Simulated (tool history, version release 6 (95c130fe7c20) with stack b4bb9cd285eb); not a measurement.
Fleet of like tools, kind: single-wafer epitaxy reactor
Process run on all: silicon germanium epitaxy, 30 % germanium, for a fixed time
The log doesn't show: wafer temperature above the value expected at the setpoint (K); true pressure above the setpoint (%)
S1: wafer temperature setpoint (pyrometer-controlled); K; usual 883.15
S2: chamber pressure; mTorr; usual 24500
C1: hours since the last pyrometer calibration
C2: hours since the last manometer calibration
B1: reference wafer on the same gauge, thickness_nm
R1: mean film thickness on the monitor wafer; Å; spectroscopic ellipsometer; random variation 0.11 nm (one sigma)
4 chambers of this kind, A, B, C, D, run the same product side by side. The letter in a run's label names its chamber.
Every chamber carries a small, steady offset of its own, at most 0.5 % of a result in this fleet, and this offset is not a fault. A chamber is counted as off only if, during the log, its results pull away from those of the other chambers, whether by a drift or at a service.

Run 1B, hour 14.9: usual settings; C1 1036.8; C2 1207.3; B1 66.437. Result: R1 765.65 Å.
Run 2A, hour 26.2: usual settings; C1 760.9; C2 412.4; B1 66.444. Result: R1 770.73 Å.
At hour 31.2: chamber B: capacitance manometer re-zeroed and calibrated.
Run 3D, hour 39.8: usual settings; C1 525.4; C2 541.6; B1 66.453. Result: R1 765.15 Å.
Run 4C, hour 53.8: usual settings; C1 1012.8; C2 610.4; B1 66.425. Result: R1 767.94 Å.
Run 5D, hour 65.1: usual settings; C1 550.7; C2 566.9; B1 66.449. Result: R1 763.84 Å.
Run 6B, hour 80.3: usual settings; C1 1102.2; C2 49.2; B1 66.48. Result: R1 764.79 Å.
Run 7A, hour 91.2: usual settings; C1 825.9; C2 477.4; B1 66.475. Result: R1 770.4 Å.
Run 8C, hour 106.6: usual settings; C1 1065.6; C2 663.2; B1 66.516. Result: R1 767.79 Å.
Run 9C, hour 117.7: usual settings; C1 1076.7; C2 674.3; B1 66.54. Result: R1 766.99 Å.
Run 10A, hour 129.1: usual settings; C1 863.8; C2 515.3; B1 66.55. Result: R1 771.68 Å.
Run 11D, hour 140.6: usual settings; C1 626.2; C2 642.4; B1 66.569. Result: R1 767.03 Å.
Run 12B, hour 154.8: usual settings; C1 1176.7; C2 123.7; B1 66.596. Result: R1 764.6 Å.
Run 13D, hour 169.9: usual settings; C1 655.5; C2 671.7; B1 66.562. Result: R1 766.77 Å.
Run 14A, hour 178.2: usual settings; C1 912.9; C2 564.4; B1 66.617. Result: R1 772.24 Å.
Run 15B, hour 189.7: usual settings; C1 1211.6; C2 158.6; B1 66.581. Result: R1 765.98 Å.
Run 16C, hour 203.4: usual settings; C1 1162.4; C2 760; B1 66.619. Result: R1 769.25 Å.
Run 17A, hour 215.5: usual settings; C1 950.2; C2 601.7; B1 66.645. Result: R1 774.18 Å.
Run 18D, hour 224.3: usual settings; C1 709.9; C2 726.1; B1 66.632. Result: R1 764.23 Å.
Run 19C, hour 232.6: usual settings; C1 1191.6; C2 789.2; B1 66.669. Result: R1 769.3 Å.
Run 20B, hour 248.3: usual settings; C1 1270.2; C2 217.2; B1 66.677. Result: R1 766.83 Å.
Run 21A, hour 262.5: usual settings; C1 997.2; C2 648.7; B1 66.67. Result: R1 775.92 Å.
Run 22B, hour 273.2: usual settings; C1 1295.1; C2 242.1; B1 66.708. Result: R1 766.42 Å.
Run 23D, hour 282.2: usual settings; C1 767.8; C2 784; B1 66.699. Result: R1 768.01 Å.
Run 24C, hour 295.3: usual settings; C1 1254.3; C2 851.9; B1 66.717. Result: R1 770.92 Å.
Run 25D, hour 303.8: usual settings; C1 789.4; C2 805.6; B1 66.726. Result: R1 767.61 Å.
Run 26A, hour 313.9: usual settings but S2 18600 mTorr; C1 1048.6; C2 700.1; B1 66.728. Result: R1 695.18 Å.
Run 27B, hour 329.7: usual settings but S2 18600 mTorr; C1 1351.6; C2 298.6; B1 66.76. Result: R1 686.9 Å.
Run 28C, hour 341.7: usual settings but S2 18600 mTorr; C1 1300.7; C2 898.3; B1 66.787. Result: R1 688.85 Å.
Run 29B, hour 350.3: usual settings but S2 18600 mTorr; C1 1372.2; C2 319.2; B1 66.771. Result: R1 685.82 Å.
Run 30D, hour 360.6: usual settings; C1 846.2; C2 862.4; B1 66.796. Result: R1 767.32 Å.

All 4 chambers run these settings next. Forecast each chamber's results:
Run 31A, hour 372.1: usual settings. Result: R1 ?.
Run 31B, hour 372.1: usual settings. Result: R1 ?.
Run 31C, hour 372.1: usual settings. Result: R1 ?.
Run 31D, hour 372.1: usual settings. Result: R1 ?.

run      R1
31A  774.27
31B  768.28
31C  771.63
31D  769.43

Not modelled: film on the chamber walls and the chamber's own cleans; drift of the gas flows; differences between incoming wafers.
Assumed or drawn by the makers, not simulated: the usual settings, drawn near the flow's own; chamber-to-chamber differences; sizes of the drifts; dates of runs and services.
